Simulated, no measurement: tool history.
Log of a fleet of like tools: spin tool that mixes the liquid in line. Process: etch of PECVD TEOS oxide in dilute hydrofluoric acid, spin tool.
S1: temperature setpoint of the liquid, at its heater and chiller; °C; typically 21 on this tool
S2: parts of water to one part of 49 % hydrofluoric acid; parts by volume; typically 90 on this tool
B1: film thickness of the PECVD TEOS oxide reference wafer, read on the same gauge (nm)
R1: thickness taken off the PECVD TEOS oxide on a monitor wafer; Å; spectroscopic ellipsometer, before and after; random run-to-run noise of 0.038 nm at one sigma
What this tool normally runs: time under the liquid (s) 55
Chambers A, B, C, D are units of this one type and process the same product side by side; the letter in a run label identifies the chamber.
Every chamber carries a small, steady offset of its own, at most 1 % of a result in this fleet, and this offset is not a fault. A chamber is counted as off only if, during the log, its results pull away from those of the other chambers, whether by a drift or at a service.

{"run": "1C", "day": 0.121, "S1": 21, "S2": 90, "time under the liquid (s)": 55, "B1": 130, "R1": 51.399}
{"run": "2A", "day": 0.271, "S1": 21, "S2": 90, "time under the liquid (s)": 55, "B1": 130.03, "R1": 50.91}
{"run": "3B", "day": 0.454, "S1": 21, "S2": 90, "time under the liquid (s)": 55, "B1": 129.98, "R1": 49.979}
{"run": "4D", "day": 0.642, "S1": 21, "S2": 90, "time under the liquid (s)": 55, "B1": 129.96, "R1": 49.74}
{"run": "5C", "day": 0.796, "S1": 21, "S2": 90, "time under the liquid (s)": 55, "B1": 130.01, "R1": 51.302}
{"run": "6A", "day": 0.975, "S1": 21, "S2": 90, "time under the liquid (s)": 55, "B1": 129.94, "R1": 51.377}
{"run": "7D", "day": 1.125, "S1": 21, "S2": 90, "time under the liquid (s)": 55, "B1": 130.02, "R1": 50.298}
{"run": "8B", "day": 1.254, "S1": 23, "S2": 70, "time under the liquid (s)": 55, "B1": 129.99, "R1": 72.346}
{"run": "9C", "day": 1.379, "S1": 23, "S2": 70, "time under the liquid (s)": 55, "B1": 129.98, "R1": 73.833}
{"run": "10D", "day": 1.538, "S1": 23, "S2": 70, "time under the liquid (s)": 55, "B1": 129.93, "R1": 71.154}
{"run": "11A", "day": 1.7, "S1": 23, "S2": 70, "time under the liquid (s)": 55, "B1": 130.04, "R1": 72.774}
{"run": "12B", "day": 1.833, "S1": 21, "S2": 90, "time under the liquid (s)": 55, "B1": 130.02, "R1": 51.563}
{"run": "13A", "day": 1.95, "S1": 21, "S2": 90, "time under the liquid (s)": 55, "B1": 129.99, "R1": 50.919}
{"run": "14D", "day": 2.125, "S1": 21, "S2": 90, "time under the liquid (s)": 55, "B1": 129.96, "R1": 50.033}
{"run": "15C", "day": 2.229, "S1": 24.5, "S2": 120, "time under the liquid (s)": 55, "B1": 129.97, "R1": 42.49}
{"run": "16B", "day": 2.388, "S1": 24.5, "S2": 120, "time under the liquid (s)": 55, "B1": 129.97, "R1": 43.58}
{"run": "17A", "day": 2.508, "S1": 24.5, "S2": 120, "time under the liquid (s)": 55, "B1": 129.95, "R1": 42.726}
{"run": "18D", "day": 2.638, "S1": 24.5, "S2": 120, "time under the liquid (s)": 55, "B1": 129.95, "R1": 42.244}
{"day": 2.646, "done": "chamber C: hydrofluoric acid flow meter replaced"}
{"run": "19C", "day": 2.771, "S1": 21, "S2": 90, "time under the liquid (s)": 55, "B1": 130.01, "R1": 50.825}
{"run": "20B", "day": 2.958, "S1": 21, "S2": 90, "time under the liquid (s)": 55, "B1": 130.02, "R1": 52.484}
{"run": "21B", "day": 3.117, "S1": 21, "S2": 90, "time under the liquid (s)": 55, "B1": 130, "R1": 52.668}
{"run": "22A", "day": 3.212, "S1": 21, "S2": 90, "time under the liquid (s)": 55, "B1": 130.08, "R1": 50.934}
{"run": "23D", "day": 3.367, "S1": 21, "S2": 90, "time under the liquid (s)": 55, "B1": 130, "R1": 50.228}
{"run": "24C", "day": 3.483, "S1": 21, "S2": 90, "time under the liquid (s)": 55, "B1": 129.99, "R1": 51.497}
{"run": "25C", "day": 3.629, "S1": 21, "S2": 90, "time under the liquid (s)": 55, "B1": 130.03, "R1": 50.664}
{"run": "26B", "day": 3.771, "S1": 21, "S2": 90, "time under the liquid (s)": 55, "B1": 129.98, "R1": 53.663}
{"run": "27D", "day": 3.921, "S1": 21, "S2": 90, "time under the liquid (s)": 55, "B1": 129.98, "R1": 50.088}
{"run": "28A", "day": 4.033, "S1": 21, "S2": 90, "time under the liquid (s)": 55, "B1": 129.98, "R1": 50.678}
{"run": "29D", "day": 4.217, "S1": 21, "S2": 90, "time under the liquid (s)": 55, "B1": 129.98, "R1": 49.788}
{"run": "30B", "day": 4.383, "S1": 21, "S2": 50, "time under the liquid (s)": 25, "B1": 130.02, "R1": 45.774}
{"run": "31A", "day": 4.571, "S1": 21, "S2": 50, "time under the liquid (s)": 25, "B1": 130.04, "R1": 42.874}
{"run": "32C", "day": 4.712, "S1": 21, "S2": 50, "time under the liquid (s)": 25, "B1": 129.95, "R1": 43.585}

All chambers now run identical settings, listed one chamber a line with results as question marks. What results will each chamber show?
{"run": "33A", "day": 4.854, "S1": 21, "S2": 90, "time under the liquid (s)": 65, "R1": "?"}
{"run": "33B", "day": 4.854, "S1": 21, "S2": 90, "time under the liquid (s)": 65, "R1": "?"}
{"run": "33C", "day": 4.854, "S1": 21, "S2": 90, "time under the liquid (s)": 65, "R1": "?"}
{"run": "33D", "day": 4.854, "S1": 21, "S2": 90, "time under the liquid (s)": 65, "R1": "?"}

run=33A R1=60.794
run=33B R1=63.412
run=33C R1=60.681
run=33D R1=59.597
